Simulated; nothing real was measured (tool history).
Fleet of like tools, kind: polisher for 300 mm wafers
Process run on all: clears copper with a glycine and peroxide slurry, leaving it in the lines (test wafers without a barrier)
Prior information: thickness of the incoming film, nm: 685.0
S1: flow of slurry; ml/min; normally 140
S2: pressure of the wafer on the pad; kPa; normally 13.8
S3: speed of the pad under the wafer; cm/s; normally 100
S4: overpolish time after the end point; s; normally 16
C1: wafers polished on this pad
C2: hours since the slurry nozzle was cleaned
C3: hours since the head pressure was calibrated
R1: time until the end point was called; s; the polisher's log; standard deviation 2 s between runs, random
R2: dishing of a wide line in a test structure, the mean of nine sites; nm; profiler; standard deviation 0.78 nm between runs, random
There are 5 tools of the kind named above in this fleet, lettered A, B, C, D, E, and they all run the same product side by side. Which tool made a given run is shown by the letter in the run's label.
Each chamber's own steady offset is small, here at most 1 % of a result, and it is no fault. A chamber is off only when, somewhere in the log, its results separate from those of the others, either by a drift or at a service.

run   hour   S1    S2   S3  S4   C1     C2      C3      R1      R2
 1A    7.4  140  13.8  100  16  534  188.4   154.8  188.15  39.859
      14.1  -- chamber D: worn pad replaced by a new one
 2D   16.2  140  13.8  100  16   20  362.6   395.2  182.09  38.381
 3C     23  140  13.8  100  16  682  124.2   692.8  184.29  38.808
      23.9  -- chamber A: worn pad replaced by a new one
      30.6  -- chamber B: worn pad replaced by a new one
      33.1  -- chamber C: worn pad replaced by a new one
      36.1  -- chamber B: head pressure recalibrated
      36.2  -- chamber E: slurry nozzle cleaned
 4E   37.1  140  13.8  100  16  420      1   365.3  182.23  38.963
 5B   44.8  140  13.8  100  16  141  293.4     8.8  187.89  38.204
 6B   51.7  140  13.8  100  16  209  300.3    15.7  189.17  38.309
 7C   61.2  140  13.8  100  16  279  162.4     731  185.81  38.063
      63.9  -- chamber E: worn pad replaced by a new one
 8D   74.4  140  13.8  100  16  599  420.8   453.4  185.82  37.894
 9A   86.1  140  13.8  100  16  618  267.1   233.5  185.64  38.601
      98.1  -- chamber A: worn pad replaced by a new one
10E   98.1  140  13.8  100  16  340     62   426.3  183.13  39.264
11E  111.6  140  13.8  100  16  475   75.5   439.8  186.44  37.787
     112.4  -- chamber C: worn pad replaced by a new one
     115.2  -- chamber B: worn pad replaced by a new one
12C  121.5  125  13.8  126  16   90  222.7   791.3  159.15  43.753
13B  135.9  125  13.8  126  16  206  384.5    99.9   158.2  41.948
     144.3  -- chamber E: worn pad replaced by a new one
14A  144.5  125  13.8  126  16  461  325.5   291.9  161.68  42.301
     147.6  -- chamber D: worn pad replaced by a new one
15D  156.3  125  13.8  126  16   87  502.7   535.3  157.57  43.894
16C  163.9  125  13.8  126  16  512  265.1   833.7  157.66   44.33
     170.6  -- chamber A: worn pad replaced by a new one
17D  176.7  140  13.8  100  16  290  523.1   555.7  185.57  39.431
     182.5  -- chamber C: slurry nozzle cleaned
18B  190.5  140  13.8  100  16  749  439.1   154.5  187.95  39.105
     195.5  -- chamber C: worn pad replaced by a new one
19E  201.7  140  13.8  100  16  570  165.6   529.9  181.69  38.654
20A  209.5  140  13.8  100  16  386  390.5   356.9   192.1  38.379
     214.5  -- chamber E: worn pad replaced by a new one
     216.5  -- chamber B: worn pad replaced by a new one
21D    222  140  13.8  100  16  740  568.4     601  189.57  39.213
22E  235.4  140  13.8  100  16  207  199.3   563.6  185.62  39.117
     238.4  -- chamber A: worn pad replaced by a new one
23A  244.5  140  13.8  100  16   60  425.5   391.9  196.44  38.402
24B  254.7  140  13.8  100  16  380  503.3   218.7  186.22  37.999
25C  268.1  140  13.8  100  16  722   85.6   937.9  186.58  37.375
     272.3  -- chamber C: worn pad replaced by a new one
26C  274.7  140  13.8  100  16   23   92.2   944.5  183.97  38.799
     288.5  -- chamber B: slurry nozzle cleaned
27E    289  140  17.9  100  22  740  252.9   617.2  149.89  56.555
     293.4  -- chamber E: worn pad replaced by a new one
     299.9  -- chamber D: worn pad replaced by a new one
28A  300.3  140  17.9  100  22  615  481.3   447.7  162.63  56.628
     304.4  -- chamber A: worn pad replaced by a new one
     305.5  -- chamber A: head pressure recalibrated
29B  311.6  140  17.9  100  22  946   23.2   275.6  152.96  58.185
     315.7  -- chamber B: worn pad replaced by a new one
30D  321.9  140  17.9  100  22  219  668.3   700.9   149.3  59.109
31B  336.5  140  17.9  100  22  207   48.1   300.5  152.07  58.207
32E  344.8  140  13.8  100  16  511  308.7     673  186.33  37.974
     348.8  -- chamber C: worn pad replaced by a new one
33C  355.7  140  13.8  100  16   69  173.2  1025.5  187.13  38.906
34A  365.2  140  13.8  100  16  604  546.2    59.7  204.13  35.724
35D  378.6  140  13.8  100  16  782    725   757.6  187.65  38.479

Next, all 5 chambers run the settings below, one line each with question marks for the results. What does each chamber give?
36A  389.5  140  13.8  100  16               ?   ?
36B  389.5  140  13.8  100  16               ?   ?
36C  389.5  140  13.8  100  16               ?   ?
36D  389.5  140  13.8  100  16               ?   ?
36E  389.5  140  13.8  100  16               ?   ?

run      R1      R2
36A  209.63  35.385
36B  187.93  38.252
36C  187.66  38.481
36D  189.63  38.218
36E  184.53  38.692
